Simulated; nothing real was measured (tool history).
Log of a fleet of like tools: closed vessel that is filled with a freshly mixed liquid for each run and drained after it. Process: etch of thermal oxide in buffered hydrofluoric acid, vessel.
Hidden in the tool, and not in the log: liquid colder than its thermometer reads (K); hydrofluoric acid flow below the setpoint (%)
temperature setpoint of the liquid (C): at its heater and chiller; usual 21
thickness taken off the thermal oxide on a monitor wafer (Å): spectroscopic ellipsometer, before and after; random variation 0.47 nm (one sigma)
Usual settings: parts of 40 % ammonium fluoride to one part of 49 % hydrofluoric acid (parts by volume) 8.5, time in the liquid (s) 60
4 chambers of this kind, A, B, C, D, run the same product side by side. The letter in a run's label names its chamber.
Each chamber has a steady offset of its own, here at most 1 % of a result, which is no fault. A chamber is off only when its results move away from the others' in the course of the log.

run	hour	temperature setpoint of the liquid (C)	parts of 40 % ammonium fluoride to one part of 49 % hydrofluoric acid (parts by volume)	time in the liquid (s)	hours since the thermometer was replaced	hours since the hydrofluoric acid flow meter was replaced	read-back film thickness of the thermal oxide reference wafer, read on the same gauge (nm)	thickness taken off the thermal oxide on a monitor wafer (Å)
1C	7.8	21	8.5	60	2405.4	956.1	29.995	657.51
2A	13.5	21	8.5	60	552.8	743.9	29.979	649.01
# hour 14.3: chamber C: thermometer replaced
3D	23.4	21	8.5	60	939	775.3	29.984	657.59
4B	27.9	21	8.5	60	1771.8	536.6	30.005	657.06
# hour 28.6: chamber B: thermometer replaced
5C	34.6	21	8.5	60	20.4	982.9	29.948	648.12
6A	43.2	17	5.5	60	582.5	773.6	29.972	773.59
7D	52.9	17	5.5	60	968.5	804.8	29.997	795.4
8B	58.7	17	5.5	60	30.2	567.4	29.972	804.84
9D	64.3	17	5.5	60	979.9	816.2	29.995	790.19
10A	71	21	8.5	60	610.3	801.4	29.945	650.61
11C	77.9	21	8.5	60	63.7	1026.2	29.979	656.31
12B	84.8	21	8.5	60	56.3	593.5	30.017	651.11
13D	91.4	17	8.5	45	1007	843.3	30.018	390.88
14A	96	17	8.5	45	635.3	826.4	30.009	390.42
15B	102.3	17	8.5	45	73.8	611	30.001	393.49
16C	109	17	8.5	45	94.8	1057.3	29.999	385.49
17A	119	21	8.5	60	658.3	849.4	30.006	644.33
18C	126.5	21	8.5	50	112.3	1074.8	29.999	542.01
19B	134.3	21	8.5	50	105.8	643	30.055	542.02
20D	140.6	21	8.5	50	1056.2	892.5	29.967	538.93
21B	146	21	8.5	50	117.5	654.7	30.01	553.16
22D	153.7	21	8.5	60	1069.3	905.6	30.001	655.88
23A	160.2	21	8.5	60	699.5	890.6	29.981	641.6
24C	169.7	21	8.5	60	155.5	1118	29.992	649.3
25C	176.4	21	8.5	60	162.2	1124.7	30.003	643.74
26D	183	21	8.5	60	1098.6	934.9	30.015	655.5
27B	190.9	21	8.5	60	162.4	699.6	30.025	655.58
28A	196	21	8.5	60	735.3	926.4	30.004	638.39
29C	204.9	21	8.5	60	190.7	1153.2	29.992	646.21
30D	212	21	8.5	60	1127.6	963.9	30.028	651.76
31A	217.8	21	8.5	60	757.1	948.2	29.974	625.02
32B	227.4	21	8.5	60	198.9	736.1	29.992	646.96
33B	232.1	21	8.5	60	203.6	740.8	29.985	660.1
34C	236.7	21	8.5	60	222.5	1185	30.003	640.56
35D	245.6	21	8.5	60	1161.2	997.5	30.004	648.51
36A	250.4	21	8.5	60	789.7	980.8	30.024	613.93
37B	258.6	21	8.5	60	230.1	767.3	29.965	653.11
38C	268.7	21	10.5	85	254.5	1217	30.044	771.2
39D	276.9	21	10.5	85	1192.5	1028.8	30.022	784.07
40A	285.1	21	10.5	85	824.4	1015.5	29.96	731.3

Is one chamber off against the others, does the gauge drift, or is nothing wrong? If a chamber is off, say which, and what the likeliest cause is.

Chamber A drifts away from the others.
Cause: hydrofluoric acid flow below the setpoint (%) = 4.99.
The log may not tell that from: liquid colder than its thermometer reads (K).

Here are 4 candidates for chamber A's next run, each the usual settings with a change, their results left as question marks. Which one brings its results back in line with what the others give on the usual settings?
In line means no further than this from the other chambers' mean on the usual settings: thickness taken off the thermal oxide on a monitor wafer (Å) 16
41A-1	292.4	20.5	8.5	60				?
41A-2	292.4	22	8.5	60				?
41A-3	292.4	21.5	8.5	60				?
41A-4	292.4	20	8.5	60				?

The other chambers' mean on the usual settings: thickness taken off the thermal oxide on a monitor wafer (Å) 653.81
run	thickness taken off the thermal oxide on a monitor wafer (Å)
41A-1	595.53
41A-2	647.95
41A-3	630.28
41A-4	579.13
41A-2 brings the chamber back in line.
